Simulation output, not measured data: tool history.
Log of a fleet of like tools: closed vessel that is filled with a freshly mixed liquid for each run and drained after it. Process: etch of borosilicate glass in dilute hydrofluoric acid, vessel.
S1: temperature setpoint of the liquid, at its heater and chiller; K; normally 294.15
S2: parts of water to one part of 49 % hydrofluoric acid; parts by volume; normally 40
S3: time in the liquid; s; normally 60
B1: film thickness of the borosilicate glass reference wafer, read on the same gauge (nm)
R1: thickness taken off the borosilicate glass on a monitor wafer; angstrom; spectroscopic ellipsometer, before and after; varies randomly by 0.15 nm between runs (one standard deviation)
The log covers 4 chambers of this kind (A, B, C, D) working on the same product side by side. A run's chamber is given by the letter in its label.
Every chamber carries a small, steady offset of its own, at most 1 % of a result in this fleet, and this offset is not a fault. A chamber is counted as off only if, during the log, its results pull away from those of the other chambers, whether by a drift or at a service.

run 1C hour=9.2 | S1=294.15 S2=40 S3=60 | B1=120.00 | R1=237.50
run 2B hour=20.4 | S1=294.15 S2=40 S3=60 | B1=119.99 | R1=240.39
run 3A hour=33.6 | S1=294.15 S2=40 S3=60 | B1=120.04 | R1=239.96
run 4D hour=44.8 | S1=294.15 S2=40 S3=60 | B1=119.96 | R1=243.15
run 5A hour=54.2 | S1=294.15 S2=40 S3=60 | B1=119.99 | R1=242.65
run 6D hour=65.3 | S1=294.15 S2=40 S3=60 | B1=119.99 | R1=240.01
run 7C hour=73.1 | S1=294.15 S2=40 S3=60 | B1=119.96 | R1=238.63
run 8B hour=83.1 | S1=294.15 S2=40 S3=60 | B1=119.99 | R1=240.57
run 9A hour=90.2 | S1=294.15 S2=40 S3=60 | B1=119.98 | R1=240.48
run 10D hour=103.2 | S1=294.15 S2=40 S3=60 | B1=119.99 | R1=236.93
run 11B hour=115.8 | S1=294.15 S2=40 S3=60 | B1=119.97 | R1=237.57
run 12C hour=129.2 | S1=294.15 S2=40 S3=60 | B1=120.05 | R1=238.66
run 13C hour=140.9 | S1=294.15 S2=40 S3=60 | B1=119.98 | R1=239.73
run 14A hour=150.0 | S1=294.15 S2=40 S3=60 | B1=119.97 | R1=237.56
run 15B hour=163.5 | S1=294.15 S2=40 S3=60 | B1=119.99 | R1=239.02
run 16D hour=174.9 | S1=294.15 S2=40 S3=60 | B1=119.99 | R1=240.56
-- hour=182.0 chamber A: hydrofluoric acid flow meter replaced
run 17A hour=187.6 | S1=294.15 S2=40 S3=60 | B1=120.01 | R1=241.16
run 18D hour=200.0 | S1=294.15 S2=40 S3=60 | B1=119.98 | R1=239.36
run 19B hour=207.8 | S1=294.15 S2=40 S3=60 | B1=120.03 | R1=242.29
run 20C hour=214.5 | S1=294.15 S2=40 S3=60 | B1=120.00 | R1=232.10
run 21C hour=224.8 | S1=294.15 S2=40 S3=60 | B1=119.99 | R1=230.08
-- hour=227.5 chamber B: hydrofluoric acid flow meter replaced
run 22B hour=235.4 | S1=294.15 S2=40 S3=60 | B1=120.01 | R1=241.68
run 23A hour=248.5 | S1=294.15 S2=40 S3=60 | B1=120.00 | R1=240.05
run 24D hour=263.3 | S1=294.15 S2=40 S3=60 | B1=119.98 | R1=239.02
run 25B hour=273.0 | S1=294.15 S2=40 S3=60 | B1=120.00 | R1=241.75
run 26C hour=283.0 | S1=294.15 S2=40 S3=60 | B1=120.00 | R1=228.66
run 27D hour=294.4 | S1=290.65 S2=40 S3=70 | B1=119.96 | R1=243.79
run 28A hour=308.6 | S1=290.65 S2=40 S3=70 | B1=120.01 | R1=240.76
run 29A hour=317.7 | S1=290.65 S2=40 S3=70 | B1=120.00 | R1=242.68
run 30D hour=326.4 | S1=290.65 S2=40 S3=70 | B1=119.97 | R1=242.20

All 4 chambers run these settings next. Forecast each chamber's results:
run 31A hour=337.0 | S1=294.15 S2=40 S3=60 | R1=?
run 31B hour=337.0 | S1=294.15 S2=40 S3=60 | R1=?
run 31C hour=337.0 | S1=294.15 S2=40 S3=60 | R1=?
run 31D hour=337.0 | S1=294.15 S2=40 S3=60 | R1=?

run=31A R1=239.67
run=31B R1=241.57
run=31C R1=226.28
run=31D R1=238.75
